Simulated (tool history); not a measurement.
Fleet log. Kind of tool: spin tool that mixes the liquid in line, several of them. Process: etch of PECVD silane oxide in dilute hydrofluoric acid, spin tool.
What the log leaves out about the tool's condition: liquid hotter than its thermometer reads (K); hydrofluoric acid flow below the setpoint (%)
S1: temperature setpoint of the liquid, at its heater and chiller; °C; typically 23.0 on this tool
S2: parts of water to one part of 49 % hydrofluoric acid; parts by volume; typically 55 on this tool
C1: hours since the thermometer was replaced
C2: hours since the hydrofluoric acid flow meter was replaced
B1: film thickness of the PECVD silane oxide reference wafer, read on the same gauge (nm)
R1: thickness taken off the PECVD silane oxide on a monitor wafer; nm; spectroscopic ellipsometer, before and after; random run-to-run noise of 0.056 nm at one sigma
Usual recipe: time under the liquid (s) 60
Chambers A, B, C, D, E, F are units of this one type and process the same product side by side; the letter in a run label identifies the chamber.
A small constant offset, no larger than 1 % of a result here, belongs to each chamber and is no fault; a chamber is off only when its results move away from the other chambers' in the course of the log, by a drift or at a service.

Run 1F, day 0.350: usual settings; C1 1018.6; C2 1457.5; B1 109.96. Result: R1 16.761 nm.
Run 2E, day 0.712: usual settings; C1 376.7; C2 1151.0; B1 109.99. Result: R1 16.545 nm.
Run 3C, day 0.912: usual settings; C1 330.9; C2 398.6; B1 110.00. Result: R1 16.725 nm.
Run 4B, day 1.179: usual settings; C1 545.7; C2 692.6; B1 110.02. Result: R1 16.489 nm.
Run 5A, day 1.467: usual settings; C1 165.8; C2 1101.3; B1 109.99. Result: R1 16.547 nm.
Run 6D, day 1.800: usual settings; C1 60.9; C2 1210.0; B1 109.99. Result: R1 16.631 nm.
Run 7C, day 1.962: usual settings; C1 356.1; C2 423.8; B1 109.99. Result: R1 16.742 nm.
Run 8E, day 2.292: usual settings; C1 414.6; C2 1188.9; B1 110.01. Result: R1 16.458 nm.
Run 9F, day 2.479: usual settings; C1 1069.7; C2 1508.6; B1 110.01. Result: R1 16.873 nm.
Run 10A, day 2.775: usual settings; C1 197.2; C2 1132.7; B1 109.98. Result: R1 16.588 nm.
At day 2.838: chamber F: thermometer replaced.
Run 11B, day 3.025: usual settings; C1 590.0; C2 736.9; B1 109.99. Result: R1 16.593 nm.
Run 12D, day 3.367: usual settings; C1 98.5; C2 1247.6; B1 110.01. Result: R1 16.664 nm.
Run 13E, day 3.683: usual settings; C1 448.0; C2 1222.3; B1 110.00. Result: R1 16.589 nm.
Run 14D, day 4.033: usual settings; C1 114.5; C2 1263.6; B1 110.02. Result: R1 16.591 nm.
Run 15F, day 4.304: usual settings; C1 35.2; C2 1552.4; B1 110.00. Result: R1 16.761 nm.
Run 16C, day 4.617: usual settings; C1 419.8; C2 487.5; B1 109.98. Result: R1 16.673 nm.
Run 17B, day 4.875: usual settings; C1 634.4; C2 781.3; B1 110.01. Result: R1 16.674 nm.
Run 18A, day 5.083: usual settings; C1 252.6; C2 1188.1; B1 109.97. Result: R1 16.538 nm.
Run 19C, day 5.446: usual settings but S1 24.5 °C; C1 439.7; C2 507.4; B1 110.00. Result: R1 17.676 nm.
Run 20F, day 5.679: usual settings but S1 24.5 °C; C1 68.2; C2 1585.4; B1 109.99. Result: R1 17.860 nm.
Run 21D, day 6.042: usual settings but S1 24.5 °C; C1 162.7; C2 1311.8; B1 110.01. Result: R1 17.595 nm.
At day 6.258: chamber F: hydrofluoric acid flow meter replaced.
Run 22E, day 6.350: usual settings but S1 24.5 °C; C1 512.0; C2 1286.3; B1 110.02. Result: R1 17.524 nm.
Run 23B, day 6.512: usual settings but S1 24.5 °C; C1 673.7; C2 820.6; B1 110.02. Result: R1 17.922 nm.
Run 24A, day 6.858: usual settings but S1 24.5 °C; C1 295.2; C2 1230.7; B1 110.02. Result: R1 17.664 nm.
Run 25D, day 7.204: usual settings; C1 190.6; C2 1339.7; B1 109.99. Result: R1 16.631 nm.
Run 26E, day 7.421: usual settings but time under the liquid (s) 90; C1 537.7; C2 1312.0; B1 110.00. Result: R1 24.771 nm.
Run 27F, day 7.721: usual settings but time under the liquid (s) 90; C1 117.2; C2 35.1; B1 110.00. Result: R1 25.170 nm.
Run 28B, day 7.958: usual settings but time under the liquid (s) 90; C1 708.4; C2 855.3; B1 109.98. Result: R1 25.251 nm.
Run 29C, day 8.296: usual settings but time under the liquid (s) 90; C1 508.1; C2 575.8; B1 110.01. Result: R1 25.142 nm.
Run 30A, day 8.546: usual settings but time under the liquid (s) 90; C1 335.7; C2 1271.2; B1 110.01. Result: R1 24.747 nm.
Run 31F, day 8.904: usual settings but time under the liquid (s) 90; C1 145.6; C2 63.5; B1 109.98. Result: R1 25.164 nm.
Run 32D, day 9.275: usual settings but S1 26.0 °C, time under the liquid (s) 75; C1 240.3; C2 1389.4; B1 109.99. Result: R1 23.613 nm.
Run 33E, day 9.650: usual settings but S1 26.0 °C, time under the liquid (s) 75; C1 591.2; C2 1365.5; B1 110.02. Result: R1 23.211 nm.
Run 34C, day 10.008: usual settings but S1 26.0 °C, time under the liquid (s) 75; C1 549.2; C2 616.9; B1 109.97. Result: R1 23.542 nm.
Run 35B, day 10.238: usual settings but S1 26.0 °C, time under the liquid (s) 75; C1 763.1; C2 910.0; B1 109.99. Result: R1 24.127 nm.
Run 36A, day 10.404: usual settings but S1 26.0 °C, time under the liquid (s) 75; C1 380.3; C2 1315.8; B1 110.04. Result: R1 23.495 nm.
At day 10.538: chamber C: hydrofluoric acid flow meter replaced.
Run 37E, day 10.646: usual settings but S1 26.0 °C, time under the liquid (s) 75; C1 615.1; C2 1389.4; B1 110.02. Result: R1 23.299 nm.
Run 38F, day 10.975: usual settings; C1 195.3; C2 113.2; B1 110.03. Result: R1 16.766 nm.
Run 39A, day 11.204: usual settings; C1 399.5; C2 1335.0; B1 109.99. Result: R1 16.551 nm.
Run 40B, day 11.396: usual settings; C1 790.9; C2 937.8; B1 110.03. Result: R1 17.201 nm.
Run 41C, day 11.746: usual settings but S2 75 parts by volume; C1 590.9; C2 29.1; B1 110.01. Result: R1 11.978 nm.
Run 42D, day 12.054: usual settings but S2 75 parts by volume; C1 307.0; C2 1456.1; B1 110.02. Result: R1 11.877 nm.
Run 43A, day 12.371: usual settings but S2 75 parts by volume; C1 427.5; C2 1363.0; B1 109.99. Result: R1 11.793 nm.
Run 44F, day 12.642: usual settings but S2 75 parts by volume; C1 235.3; C2 153.2; B1 110.01. Result: R1 12.039 nm.

Predict what each chamber gives when all 6 of them run the settings below next.
Run 45A, day 12.908: usual settings. Result: R1 ?.
Run 45B, day 12.908: usual settings. Result: R1 ?.
Run 45C, day 12.908: usual settings. Result: R1 ?.
Run 45D, day 12.908: usual settings. Result: R1 ?.
Run 45E, day 12.908: usual settings. Result: R1 ?.
Run 45F, day 12.908: usual settings. Result: R1 ?.

run      R1
45A  16.500
45B  17.233
45C  16.856
45D  16.607
45E  16.543
45F  16.806
